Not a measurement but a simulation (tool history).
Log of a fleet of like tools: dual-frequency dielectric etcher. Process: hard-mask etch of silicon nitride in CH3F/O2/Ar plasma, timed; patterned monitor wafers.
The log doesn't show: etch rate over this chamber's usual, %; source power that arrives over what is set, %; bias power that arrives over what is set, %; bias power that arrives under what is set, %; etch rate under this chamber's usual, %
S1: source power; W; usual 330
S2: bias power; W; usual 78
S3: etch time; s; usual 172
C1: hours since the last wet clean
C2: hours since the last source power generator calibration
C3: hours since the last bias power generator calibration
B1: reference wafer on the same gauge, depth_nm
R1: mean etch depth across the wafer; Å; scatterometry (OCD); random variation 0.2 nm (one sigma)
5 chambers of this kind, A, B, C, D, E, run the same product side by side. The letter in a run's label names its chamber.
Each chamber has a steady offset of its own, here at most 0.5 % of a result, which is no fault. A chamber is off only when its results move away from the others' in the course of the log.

run     day   S1  S2     S3     C1      C2      C3      B1      R1
 1D   0.262  330  78    172  216.7  1093.1   942.4  131.01  1154.7
 2A   0.425  330  78    172  411.2   773.9    1678  131.05  1148.9
 3B   0.712  330  78    172  190.2  1739.4  2311.9  131.03  1148.7
 4E   0.962  330  78    172  446.2  2420.4      31  131.03    1151
 5C   1.267  330  78    148   95.6    3205  1449.9  131.03  997.95
 6D   1.521  330  78    148  246.9  1123.3   972.6  131.17  990.27
       1.55  -- chamber E: wet clean of the chamber
 7C    1.75  330  78    148  107.2  3216.6  1461.5  131.16  997.83
 8A   2.033  330  78    148  449.8   812.5  1716.6  131.16  989.85
 9B   2.233  330  78    148  226.7  1775.9  2348.4  131.12  992.29
10E   2.525  330  78    172   23.4  2457.9    68.5  131.23  1151.9
      2.829  -- chamber A: wet clean of the chamber
11C   2.829  330  78    172  133.1  3242.5  1487.4  131.27  1158.4
12B   3.138  330  78    172  248.4  1797.6  2370.1  131.24  1154.7
13A   3.346  330  78    172   12.4     844  1748.1  131.26    1152
14E   3.708  330  78    172   51.8  2486.3    96.9  131.31  1151.7
15D   4.021  330  78    172  306.9  1183.3  1032.6   131.4  1154.8
16B   4.346  330  78    172  277.4  1826.6  2399.1  131.37  1153.3
17E     4.6  370  78    219   73.2  2507.7   118.3  131.37  1530.7
18A   4.933  370  78    219   50.5   882.1  1786.2  131.38  1530.5
19C   5.271  370  78    219  191.7  3301.1    1546  131.42  1546.1
20D   5.521  370  78    219  342.9  1219.3  1068.6  131.47  1540.1
21B   5.783  370  78    219  311.9  1861.1  2433.6  131.51  1533.3
22C   5.958  330  78    172  208.2  3317.6  1562.5   131.5  1164.8
23D     6.2  330  78    172  359.2  1235.6  1084.9  131.54  1156.5
      6.275  -- chamber B: wet clean of the chamber
24A   6.517  330  78    172   88.5   920.1  1824.2  131.57  1150.2
25E   6.738  330  70  147.5  124.5    2559   169.6  131.56  954.83
26D   6.946  330  70  147.5  377.1  1253.5  1102.8  131.59  955.37
27A   7.288  330  70  147.5    107   938.6  1842.7   131.6  950.22
28E   7.467  330  70  147.5    142  2576.5   187.1  131.62  951.84
29B   7.658  330  70  147.5   33.3  1906.1  2478.6  131.72  955.74
30C   8.029  330  78    172  257.9  3367.3  1612.2  131.67  1165.8
31D     8.3  330  78    172  409.6    1286  1135.3  131.77  1159.2
32C   8.542  330  78    172  270.2  3379.6  1624.5  131.68  1165.9
33E   8.829  330  78    172  174.7  2609.2   219.8  131.76  1157.2
34B   9.062  330  78    172     67  1939.8  2512.3  131.74  1156.3
35A    9.25  330  78    172  154.1   985.7  1889.8  131.69  1155.8
36B   9.412  330  78    172   75.4  1948.2  2520.7  131.79  1155.6
37D   9.592  330  92    172  440.6    1317  1166.3  131.81  1228.5
38C   9.925  330  92    172  303.4  3412.8  1657.7  131.86    1237
39E  10.171  330  92    172  206.9  2641.4     252  131.87  1227.3
40A  10.342  330  92    172  180.3  1011.9    1916  131.82  1224.1
41C  10.629  330  92    172  320.3  3429.7  1674.6  131.83  1240.6
42A  10.829  330  78    172    192  1023.6  1927.7  131.96  1153.5

Next, every chamber runs the same settings. What will each give?
43A  11.096  330  78  172                   ?
43B  11.096  330  78  172                   ?
43C  11.096  330  78  172                   ?
43D  11.096  330  78  172                   ?
43E  11.096  330  78  172                   ?

run      R1
43A  1154.7
43B  1162.5
43C  1165.9
43D  1160.2
43E  1158.2
